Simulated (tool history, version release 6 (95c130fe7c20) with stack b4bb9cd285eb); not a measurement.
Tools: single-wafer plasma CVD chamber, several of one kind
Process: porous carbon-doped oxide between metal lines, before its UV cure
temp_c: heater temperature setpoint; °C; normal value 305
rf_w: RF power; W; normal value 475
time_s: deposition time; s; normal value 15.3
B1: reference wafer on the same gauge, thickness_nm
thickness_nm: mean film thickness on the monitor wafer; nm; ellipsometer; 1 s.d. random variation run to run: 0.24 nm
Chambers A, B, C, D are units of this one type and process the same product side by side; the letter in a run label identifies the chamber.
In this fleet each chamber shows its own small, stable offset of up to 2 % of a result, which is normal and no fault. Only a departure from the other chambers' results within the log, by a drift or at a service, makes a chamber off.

{"run": "1B", "hour": 7.6, "temp_c": 305, "rf_w": 475, "time_s": 15.3, "B1": 70.295, "thickness_nm": 80.35}
{"run": "2D", "hour": 15.9, "temp_c": 305, "rf_w": 475, "time_s": 15.3, "B1": 70.341, "thickness_nm": 80.652}
{"run": "3C", "hour": 24.3, "temp_c": 305, "rf_w": 475, "time_s": 15.3, "B1": 70.328, "thickness_nm": 79.743}
{"run": "4A", "hour": 29.6, "temp_c": 305, "rf_w": 475, "time_s": 15.3, "B1": 70.344, "thickness_nm": 79.46}
{"run": "5D", "hour": 34.3, "temp_c": 305, "rf_w": 475, "time_s": 15.3, "B1": 70.302, "thickness_nm": 80.754}
{"hour": 36.6, "done": "chamber A: thermocouple changed; heater temperature recalibrated"}
{"run": "6C", "hour": 41.2, "temp_c": 305, "rf_w": 475, "time_s": 15.3, "B1": 70.24, "thickness_nm": 79.644}
{"run": "7B", "hour": 45.7, "temp_c": 305, "rf_w": 475, "time_s": 15.3, "B1": 70.292, "thickness_nm": 80.277}
{"run": "8A", "hour": 49.8, "temp_c": 310, "rf_w": 475, "time_s": 15.3, "B1": 70.271, "thickness_nm": 77.519}
{"run": "9D", "hour": 54.5, "temp_c": 310, "rf_w": 475, "time_s": 15.3, "B1": 70.283, "thickness_nm": 78.601}
{"run": "10C", "hour": 61.9, "temp_c": 310, "rf_w": 475, "time_s": 15.3, "B1": 70.32, "thickness_nm": 77.348}
{"run": "11A", "hour": 67.8, "temp_c": 310, "rf_w": 475, "time_s": 15.3, "B1": 70.296, "thickness_nm": 76.898}
{"run": "12B", "hour": 75.9, "temp_c": 305, "rf_w": 475, "time_s": 15.3, "B1": 70.306, "thickness_nm": 79.525}
{"run": "13B", "hour": 83.4, "temp_c": 305, "rf_w": 475, "time_s": 16.4, "B1": 70.313, "thickness_nm": 85.266}
{"run": "14C", "hour": 88.1, "temp_c": 305, "rf_w": 475, "time_s": 16.4, "B1": 70.331, "thickness_nm": 85.111}
{"run": "15A", "hour": 95.0, "temp_c": 305, "rf_w": 475, "time_s": 16.4, "B1": 70.321, "thickness_nm": 83.961}
{"run": "16D", "hour": 100.4, "temp_c": 305, "rf_w": 475, "time_s": 16.4, "B1": 70.341, "thickness_nm": 86.352}
{"run": "17C", "hour": 106.0, "temp_c": 305, "rf_w": 475, "time_s": 15.3, "B1": 70.331, "thickness_nm": 79.892}
{"run": "18B", "hour": 109.9, "temp_c": 305, "rf_w": 475, "time_s": 15.3, "B1": 70.359, "thickness_nm": 79.999}
{"run": "19A", "hour": 115.0, "temp_c": 305, "rf_w": 475, "time_s": 15.3, "B1": 70.279, "thickness_nm": 77.65}
{"run": "20D", "hour": 119.8, "temp_c": 305, "rf_w": 475, "time_s": 15.3, "B1": 70.307, "thickness_nm": 80.817}
{"run": "21B", "hour": 127.3, "temp_c": 305, "rf_w": 475, "time_s": 15.3, "B1": 70.252, "thickness_nm": 79.64}
{"run": "22A", "hour": 133.9, "temp_c": 305, "rf_w": 475, "time_s": 15.3, "B1": 70.229, "thickness_nm": 77.434}
{"run": "23C", "hour": 138.1, "temp_c": 305, "rf_w": 475, "time_s": 15.3, "B1": 70.338, "thickness_nm": 79.713}
{"run": "24D", "hour": 141.9, "temp_c": 305, "rf_w": 475, "time_s": 15.3, "B1": 70.374, "thickness_nm": 80.903}
{"run": "25A", "hour": 148.2, "temp_c": 305, "rf_w": 475, "time_s": 15.3, "B1": 70.277, "thickness_nm": 77.171}
{"run": "26C", "hour": 152.7, "temp_c": 305, "rf_w": 475, "time_s": 15.3, "B1": 70.261, "thickness_nm": 80.062}

All 4 chambers run these settings next. Forecast each chamber's results:
{"run": "27A", "hour": 158.8, "temp_c": 292, "rf_w": 475, "time_s": 15.3, "thickness_nm": "?"}
{"run": "27B", "hour": 158.8, "temp_c": 292, "rf_w": 475, "time_s": 15.3, "thickness_nm": "?"}
{"run": "27C", "hour": 158.8, "temp_c": 292, "rf_w": 475, "time_s": 15.3, "thickness_nm": "?"}
{"run": "27D", "hour": 158.8, "temp_c": 292, "rf_w": 475, "time_s": 15.3, "thickness_nm": "?"}

run=27A thickness_nm=82.067
run=27B thickness_nm=86.054
run=27C thickness_nm=85.521
run=27D thickness_nm=87.641
